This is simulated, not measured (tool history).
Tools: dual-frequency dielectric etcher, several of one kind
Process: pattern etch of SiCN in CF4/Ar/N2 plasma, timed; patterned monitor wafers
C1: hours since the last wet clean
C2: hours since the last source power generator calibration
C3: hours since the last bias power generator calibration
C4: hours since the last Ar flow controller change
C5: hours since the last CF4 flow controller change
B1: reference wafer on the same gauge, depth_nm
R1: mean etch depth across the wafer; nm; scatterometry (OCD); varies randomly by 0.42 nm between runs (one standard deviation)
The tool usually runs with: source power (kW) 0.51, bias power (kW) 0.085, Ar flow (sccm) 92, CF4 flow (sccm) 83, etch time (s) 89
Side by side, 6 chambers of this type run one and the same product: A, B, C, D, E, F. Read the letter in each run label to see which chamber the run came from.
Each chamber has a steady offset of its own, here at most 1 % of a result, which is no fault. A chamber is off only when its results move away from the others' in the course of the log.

run 1F hour=6.2 | source_power_(kW)=0.51 bias_power_(kW)=0.085 Ar_flow_(sccm)=92 CF4_flow_(sccm)=83 etch_time_(s)=89 | C1=162.2 C2=4177.8 C3=210.6 C4=3960.6 C5=3965.9 | B1=85.804 | R1=93.904
run 2D hour=13 | source_power_(kW)=0.51 bias_power_(kW)=0.085 Ar_flow_(sccm)=92 CF4_flow_(sccm)=83 etch_time_(s)=89 | C1=367.9 C2=1645.8 C3=2394.1 C4=1066 C5=3836.2 | B1=85.812 | R1=94.859
run 3E hour=17 | source_power_(kW)=0.51 bias_power_(kW)=0.085 Ar_flow_(sccm)=92 CF4_flow_(sccm)=83 etch_time_(s)=89 | C1=202.7 C2=3755.7 C3=312 C4=624.5 C5=2345.3 | B1=85.826 | R1=92.698
run 4A hour=22 | source_power_(kW)=0.51 bias_power_(kW)=0.085 Ar_flow_(sccm)=92 CF4_flow_(sccm)=83 etch_time_(s)=89 | C1=196.1 C2=915.5 C3=2407.2 C4=94.8 C5=2899.4 | B1=85.787 | R1=94.487
run 5B hour=31.3 | source_power_(kW)=0.51 bias_power_(kW)=0.085 Ar_flow_(sccm)=92 CF4_flow_(sccm)=83 etch_time_(s)=89 | C1=253.6 C2=4031 C3=2795.1 C4=220.4 C5=62.1 | B1=85.853 | R1=93.885
run 6C hour=37.2 | source_power_(kW)=0.51 bias_power_(kW)=0.085 Ar_flow_(sccm)=92 CF4_flow_(sccm)=83 etch_time_(s)=89 | C1=248.9 C2=2303.7 C3=85.7 C4=1941.1 C5=2358.2 | B1=85.752 | R1=94.06
run 7F hour=42.6 | source_power_(kW)=0.51 bias_power_(kW)=0.073 Ar_flow_(sccm)=92 CF4_flow_(sccm)=83 etch_time_(s)=89 | C1=198.6 C2=4214.2 C3=247 C4=3997 C5=4002.3 | B1=85.746 | R1=87.359
-- hour=42.7 chamber D: wet clean of the chamber
run 8B hour=46.8 | source_power_(kW)=0.51 bias_power_(kW)=0.073 Ar_flow_(sccm)=92 CF4_flow_(sccm)=83 etch_time_(s)=89 | C1=269.1 C2=4046.5 C3=2810.6 C4=235.9 C5=77.6 | B1=85.721 | R1=89.881
run 9A hour=52.1 | source_power_(kW)=0.51 bias_power_(kW)=0.073 Ar_flow_(sccm)=92 CF4_flow_(sccm)=83 etch_time_(s)=89 | C1=226.2 C2=945.6 C3=2437.3 C4=124.9 C5=2929.5 | B1=85.836 | R1=89.91
run 10C hour=57.4 | source_power_(kW)=0.51 bias_power_(kW)=0.073 Ar_flow_(sccm)=92 CF4_flow_(sccm)=83 etch_time_(s)=89 | C1=269.1 C2=2323.9 C3=105.9 C4=1961.3 C5=2378.4 | B1=85.836 | R1=90.371
run 11E hour=64.6 | source_power_(kW)=0.51 bias_power_(kW)=0.073 Ar_flow_(sccm)=92 CF4_flow_(sccm)=83 etch_time_(s)=89 | C1=250.3 C2=3803.3 C3=359.6 C4=672.1 C5=2392.9 | B1=85.743 | R1=88.451
run 12D hour=70.6 | source_power_(kW)=0.51 bias_power_(kW)=0.073 Ar_flow_(sccm)=92 CF4_flow_(sccm)=83 etch_time_(s)=89 | C1=28 C2=1703.4 C3=2451.7 C4=1123.6 C5=3893.8 | B1=85.756 | R1=90.259
run 13C hour=76.6 | source_power_(kW)=0.51 bias_power_(kW)=0.085 Ar_flow_(sccm)=92 CF4_flow_(sccm)=83 etch_time_(s)=89 | C1=288.3 C2=2343.1 C3=125.1 C4=1980.5 C5=2397.6 | B1=85.79 | R1=93.852
run 14A hour=83.3 | source_power_(kW)=0.51 bias_power_(kW)=0.085 Ar_flow_(sccm)=92 CF4_flow_(sccm)=83 etch_time_(s)=89 | C1=257.4 C2=976.8 C3=2468.5 C4=156.1 C5=2960.7 | B1=85.827 | R1=94.641
run 15B hour=92.1 | source_power_(kW)=0.51 bias_power_(kW)=0.085 Ar_flow_(sccm)=92 CF4_flow_(sccm)=83 etch_time_(s)=89 | C1=314.4 C2=4091.8 C3=2855.9 C4=281.2 C5=122.9 | B1=85.775 | R1=94.673
run 16F hour=97.5 | source_power_(kW)=0.51 bias_power_(kW)=0.085 Ar_flow_(sccm)=92 CF4_flow_(sccm)=83 etch_time_(s)=89 | C1=253.5 C2=4269.1 C3=301.9 C4=4051.9 C5=4057.2 | B1=85.825 | R1=92.832
run 17E hour=106.5 | source_power_(kW)=0.51 bias_power_(kW)=0.085 Ar_flow_(sccm)=92 CF4_flow_(sccm)=83 etch_time_(s)=89 | C1=292.2 C2=3845.2 C3=401.5 C4=714 C5=2434.8 | B1=85.705 | R1=92.993
run 18D hour=111.7 | source_power_(kW)=0.51 bias_power_(kW)=0.085 Ar_flow_(sccm)=92 CF4_flow_(sccm)=83 etch_time_(s)=89 | C1=69.1 C2=1744.5 C3=2492.8 C4=1164.7 C5=3934.9 | B1=85.786 | R1=94.213
run 19D hour=117.1 | source_power_(kW)=0.51 bias_power_(kW)=0.085 Ar_flow_(sccm)=92 CF4_flow_(sccm)=83 etch_time_(s)=89 | C1=74.5 C2=1749.9 C3=2498.2 C4=1170.1 C5=3940.3 | B1=85.724 | R1=94.073
-- hour=118.3 chamber C: wet clean of the chamber
run 20E hour=121.6 | source_power_(kW)=0.51 bias_power_(kW)=0.085 Ar_flow_(sccm)=92 CF4_flow_(sccm)=83 etch_time_(s)=89 | C1=307.3 C2=3860.3 C3=416.6 C4=729.1 C5=2449.9 | B1=85.859 | R1=93.532
-- hour=125.7 chamber B: wet clean of the chamber
run 21C hour=126.3 | source_power_(kW)=0.51 bias_power_(kW)=0.085 Ar_flow_(sccm)=92 CF4_flow_(sccm)=83 etch_time_(s)=89 | C1=8.1 C2=2392.8 C3=174.8 C4=2030.2 C5=2447.3 | B1=85.733 | R1=95.004
run 22F hour=130.3 | source_power_(kW)=0.51 bias_power_(kW)=0.085 Ar_flow_(sccm)=101 CF4_flow_(sccm)=83 etch_time_(s)=89 | C1=286.3 C2=4301.9 C3=334.7 C4=4084.7 C5=4090 | B1=85.783 | R1=91.972
-- hour=132.8 chamber C: source power generator calibrated
-- hour=135.5 chamber F: source power generator calibrated
run 23B hour=137.4 | source_power_(kW)=0.51 bias_power_(kW)=0.085 Ar_flow_(sccm)=101 CF4_flow_(sccm)=83 etch_time_(s)=89 | C1=11.7 C2=4137.1 C3=2901.2 C4=326.5 C5=168.2 | B1=85.738 | R1=93.498
run 24A hour=141.5 | source_power_(kW)=0.51 bias_power_(kW)=0.085 Ar_flow_(sccm)=101 CF4_flow_(sccm)=83 etch_time_(s)=89 | C1=315.6 C2=1035 C3=2526.7 C4=214.3 C5=3018.9 | B1=85.9 | R1=93.657
-- hour=141.9 chamber B: source power generator calibrated
run 25B hour=150 | source_power_(kW)=0.51 bias_power_(kW)=0.085 Ar_flow_(sccm)=101 CF4_flow_(sccm)=83 etch_time_(s)=89 | C1=24.3 C2=8.2 C3=2913.8 C4=339.1 C5=180.8 | B1=85.857 | R1=92.976
run 26C hour=156.6 | source_power_(kW)=0.51 bias_power_(kW)=0.085 Ar_flow_(sccm)=101 CF4_flow_(sccm)=83 etch_time_(s)=89 | C1=38.4 C2=23.8 C3=205.1 C4=2060.5 C5=2477.6 | B1=85.879 | R1=93.279
-- hour=158.2 chamber B: bias power generator calibrated
run 27E hour=165.7 | source_power_(kW)=0.51 bias_power_(kW)=0.085 Ar_flow_(sccm)=101 CF4_flow_(sccm)=83 etch_time_(s)=89 | C1=351.4 C2=3904.4 C3=460.7 C4=773.2 C5=2494 | B1=85.834 | R1=91.429
run 28F hour=174.7 | source_power_(kW)=0.51 bias_power_(kW)=0.072 Ar_flow_(sccm)=92 CF4_flow_(sccm)=83 etch_time_(s)=73 | C1=330.7 C2=39.2 C3=379.1 C4=4129.1 C5=4134.4 | B1=85.858 | R1=75.614
run 29D hour=183.9 | source_power_(kW)=0.51 bias_power_(kW)=0.072 Ar_flow_(sccm)=92 CF4_flow_(sccm)=83 etch_time_(s)=73 | C1=141.3 C2=1816.7 C3=2565 C4=1236.9 C5=4007.1 | B1=85.793 | R1=73.134
-- hour=190.1 chamber D: bias power generator calibrated
run 30A hour=190.3 | source_power_(kW)=0.51 bias_power_(kW)=0.072 Ar_flow_(sccm)=92 CF4_flow_(sccm)=83 etch_time_(s)=73 | C1=364.4 C2=1083.8 C3=2575.5 C4=263.1 C5=3067.7 | B1=85.758 | R1=73.755
run 31C hour=195.4 | source_power_(kW)=0.51 bias_power_(kW)=0.072 Ar_flow_(sccm)=92 CF4_flow_(sccm)=83 etch_time_(s)=73 | C1=77.2 C2=62.6 C3=243.9 C4=2099.3 C5=2516.4 | B1=85.848 | R1=73.051
run 32E hour=200.6 | source_power_(kW)=0.51 bias_power_(kW)=0.072 Ar_flow_(sccm)=92 CF4_flow_(sccm)=83 etch_time_(s)=73 | C1=386.3 C2=3939.3 C3=495.6 C4=808.1 C5=2528.9 | B1=85.796 | R1=72.599
run 33B hour=207.8 | source_power_(kW)=0.51 bias_power_(kW)=0.072 Ar_flow_(sccm)=92 CF4_flow_(sccm)=83 etch_time_(s)=73 | C1=82.1 C2=66 C3=49.7 C4=396.9 C5=238.6 | B1=85.795 | R1=73.134
-- hour=210.7 chamber E: wet clean of the chamber
run 34F hour=215.1 | source_power_(kW)=0.51 bias_power_(kW)=0.085 Ar_flow_(sccm)=92 CF4_flow_(sccm)=83 etch_time_(s)=89 | C1=371.1 C2=79.6 C3=419.5 C4=4169.5 C5=4174.8 | B1=85.854 | R1=96.32
run 35A hour=219.9 | source_power_(kW)=0.51 bias_power_(kW)=0.085 Ar_flow_(sccm)=92 CF4_flow_(sccm)=83 etch_time_(s)=89 | C1=394 C2=1113.4 C3=2605.1 C4=292.7 C5=3097.3 | B1=85.766 | R1=94.443
run 36D hour=225.4 | source_power_(kW)=0.51 bias_power_(kW)=0.085 Ar_flow_(sccm)=92 CF4_flow_(sccm)=83 etch_time_(s)=89 | C1=182.8 C2=1858.2 C3=35.4 C4=1278.4 C5=4048.6 | B1=85.831 | R1=94.512
run 37D hour=234.4 | source_power_(kW)=0.51 bias_power_(kW)=0.085 Ar_flow_(sccm)=92 CF4_flow_(sccm)=83 etch_time_(s)=89 | C1=191.8 C2=1867.2 C3=44.4 C4=1287.4 C5=4057.6 | B1=85.733 | R1=93.978
run 38E hour=240 | source_power_(kW)=0.51 bias_power_(kW)=0.085 Ar_flow_(sccm)=74 CF4_flow_(sccm)=83 etch_time_(s)=101.5 | C1=29.3 C2=3978.7 C3=535 C4=847.5 C5=2568.3 | B1=85.767 | R1=109.31
run 39F hour=249 | source_power_(kW)=0.51 bias_power_(kW)=0.085 Ar_flow_(sccm)=74 CF4_flow_(sccm)=83 etch_time_(s)=101.5 | C1=405 C2=113.5 C3=453.4 C4=4203.4 C5=4208.7 | B1=85.708 | R1=112.58
run 40C hour=257.1 | source_power_(kW)=0.51 bias_power_(kW)=0.085 Ar_flow_(sccm)=74 CF4_flow_(sccm)=83 etch_time_(s)=101.5 | C1=138.9 C2=124.3 C3=305.6 C4=2161 C5=2578.1 | B1=85.82 | R1=110.13

Is one chamber off against the others, does the gauge drift, or is nothing wrong? If a chamber is off, say which, and what the likeliest cause is.

A service left chamber F off against the others.
Likeliest cause: source power that arrives over what is set, % = 4.34.

Here are 4 candidates for chamber F's next run, each the usual settings with a change, their results left as question marks. Which one brings its results back in line with what the others give on the usual settings?
Counts as in line when no further than this from what the other chambers average on the usual settings: R1 1.5 nm
run 41F-1 hour=263.8 | source_power_(kW)=0.51 bias_power_(kW)=0.085 Ar_flow_(sccm)=92 CF4_flow_(sccm)=83 etch_time_(s)=91 | R1=?
run 41F-2 hour=263.8 | source_power_(kW)=0.5 bias_power_(kW)=0.085 Ar_flow_(sccm)=92 CF4_flow_(sccm)=83 etch_time_(s)=86 | R1=?
run 41F-3 hour=263.8 | source_power_(kW)=0.51 bias_power_(kW)=0.079 Ar_flow_(sccm)=92 CF4_flow_(sccm)=83 etch_time_(s)=89 | R1=?
run 41F-4 hour=263.8 | source_power_(kW)=0.52 bias_power_(kW)=0.086 Ar_flow_(sccm)=92 CF4_flow_(sccm)=83 etch_time_(s)=92 | R1=?

Average result of the remaining chambers running the usual settings: R1 94.141 nm
run=41F-1 R1=98.533
run=41F-2 R1=91.509
run=41F-3 R1=94.019
run=41F-4 R1=101.74
41F-3 is the one that brings the chamber's results back in line with the other chambers.
